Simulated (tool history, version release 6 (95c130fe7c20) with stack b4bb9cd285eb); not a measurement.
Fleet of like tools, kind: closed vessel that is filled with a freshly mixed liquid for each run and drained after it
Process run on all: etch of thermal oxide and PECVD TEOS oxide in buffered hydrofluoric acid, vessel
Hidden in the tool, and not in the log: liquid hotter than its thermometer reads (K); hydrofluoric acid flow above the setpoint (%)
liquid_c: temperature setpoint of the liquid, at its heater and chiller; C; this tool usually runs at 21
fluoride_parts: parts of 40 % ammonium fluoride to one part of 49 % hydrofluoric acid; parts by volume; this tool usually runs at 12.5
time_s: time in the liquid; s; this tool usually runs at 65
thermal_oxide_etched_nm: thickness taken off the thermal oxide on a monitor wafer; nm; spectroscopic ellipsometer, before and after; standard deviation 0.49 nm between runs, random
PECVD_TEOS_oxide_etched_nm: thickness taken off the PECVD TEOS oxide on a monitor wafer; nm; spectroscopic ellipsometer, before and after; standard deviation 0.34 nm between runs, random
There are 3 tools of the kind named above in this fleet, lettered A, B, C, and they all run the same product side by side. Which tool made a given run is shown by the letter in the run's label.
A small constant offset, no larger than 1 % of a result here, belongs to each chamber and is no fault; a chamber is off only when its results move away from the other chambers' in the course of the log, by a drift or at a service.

| run | hour | liquid_c | fluoride_parts | time_s | hours since the thermometer was replaced | hours since the hydrofluoric acid flow meter was replaced | read-back film thickness of the thermal oxide reference wafer, read on the same gauge (nm) | read-back film thickness of the PECVD TEOS oxide reference wafer, read on the same gauge (nm) | thermal_oxide_etched_nm | PECVD_TEOS_oxide_etched_nm |
|---|---|---|---|---|---|---|---|---|---|---|
| 1B | 4.7 | 21 | 12.5 | 65 | 868.8 | 1635.5 | 100 | 100.01 | 50.402 | 55.398 |
| 2C | 10.7 | 21 | 12.5 | 65 | 1230.5 | 870.8 | 100.01 | 100.02 | 50.896 | 55.662 |
| 3A | 17 | 21 | 12.5 | 65 | 437.3 | 485.8 | 99.965 | 100.01 | 49.242 | 54.51 |
| 4B | 23.4 | 21 | 12.5 | 65 | 887.5 | 1654.2 | 100 | 99.989 | 49.064 | 55.004 |
| 5A | 28.6 | 21 | 12.5 | 65 | 448.9 | 497.4 | 100.03 | 100.01 | 49.677 | 55.224 |
| 6C | 35.5 | 21 | 12.5 | 65 | 1255.3 | 895.6 | 99.987 | 99.971 | 49.861 | 55.301 |
| 7B | 43 | 21 | 10 | 65 | 907.1 | 1673.8 | 100.01 | 99.986 | 61.897 | 68.385 |
| 8C | 48.6 | 21 | 10 | 65 | 1268.4 | 908.7 | 99.982 | 99.967 | 62.894 | 68.645 |
| 9A | 54.3 | 21 | 10 | 65 | 474.6 | 523.1 | 99.995 | 99.954 | 61.976 | 67.716 |
| 10A | 61.1 | 21 | 12.5 | 65 | 481.4 | 529.9 | 99.962 | 100 | 49.99 | 55.009 |
| 11C | 68 | 21 | 12.5 | 65 | 1287.8 | 928.1 | 99.988 | 99.98 | 50.18 | 55.272 |
| 12B | 72.3 | 21 | 12.5 | 65 | 936.4 | 1703.1 | 99.973 | 100 | 49.777 | 55.53 |
| 13B | 76.5 | 21 | 12.5 | 65 | 940.6 | 1707.3 | 100.01 | 100.03 | 50.654 | 55.793 |
| 14A | 81.4 | 21 | 12.5 | 65 | 501.7 | 550.2 | 100.02 | 100.01 | 49.496 | 54.717 |
|  | 81.9 | chamber B: hydrofluoric acid flow meter replaced |
| 15C | 88.8 | 21 | 12.5 | 65 | 1308.6 | 948.9 | 99.966 | 100.03 | 49.916 | 55.267 |
| 16B | 94.2 | 21 | 12.5 | 65 | 958.3 | 12.4 | 100 | 100.01 | 50.683 | 55.439 |
| 17C | 98.2 | 21 | 12.5 | 65 | 1318 | 958.3 | 99.962 | 100 | 49.681 | 55.889 |
| 18A | 103.8 | 21 | 12.5 | 65 | 524.1 | 572.6 | 100.03 | 99.985 | 50.671 | 54.574 |
| 19A | 108.7 | 21 | 12.5 | 65 | 529 | 577.5 | 100 | 99.998 | 48.534 | 54.743 |
| 20B | 114.9 | 21 | 12.5 | 65 | 979 | 33.1 | 100.04 | 100.01 | 50.141 | 54.887 |
| 21C | 121.9 | 18 | 12.5 | 65 | 1341.7 | 982 | 99.962 | 99.983 | 42.412 | 47.126 |
| 22B | 127.1 | 18 | 12.5 | 65 | 991.2 | 45.3 | 100.01 | 100 | 42.29 | 46.287 |
| 23C | 131.3 | 18 | 12.5 | 65 | 1351.1 | 991.4 | 99.939 | 100.02 | 42.956 | 46.98 |
| 24A | 135.5 | 21 | 12.5 | 65 | 555.8 | 604.3 | 100 | 99.99 | 50.637 | 54.905 |
| 25A | 143.1 | 21 | 12.5 | 65 | 563.4 | 611.9 | 100.04 | 99.991 | 48.829 | 54.71 |
| 26B | 150.5 | 21 | 12.5 | 65 | 1014.6 | 68.7 | 99.957 | 100 | 49.41 | 55.795 |
| 27C | 155.3 | 21 | 12.5 | 65 | 1375.1 | 1015.4 | 100 | 100 | 50.264 | 54.959 |
| 28B | 159.2 | 21 | 12.5 | 65 | 1023.3 | 77.4 | 99.937 | 100.03 | 49.433 | 55.196 |
| 29A | 166.3 | 21 | 12.5 | 65 | 586.6 | 635.1 | 99.986 | 100.01 | 49.846 | 54.491 |
| 30C | 170.4 | 21 | 12.5 | 100 | 1390.2 | 1030.5 | 99.974 | 99.972 | 77.771 | 84.874 |
| 31B | 177.7 | 21 | 12.5 | 100 | 1041.8 | 95.9 | 99.995 | 100.02 | 77.427 | 84.724 |

Is one chamber out of step, is the gauge drifting, or do the chambers differ by no more than their own small offsets? For an off chamber, give its letter and the likeliest cause.

Neither any chamber nor the gauge drifts; the chambers differ only by their own small, steady offsets.

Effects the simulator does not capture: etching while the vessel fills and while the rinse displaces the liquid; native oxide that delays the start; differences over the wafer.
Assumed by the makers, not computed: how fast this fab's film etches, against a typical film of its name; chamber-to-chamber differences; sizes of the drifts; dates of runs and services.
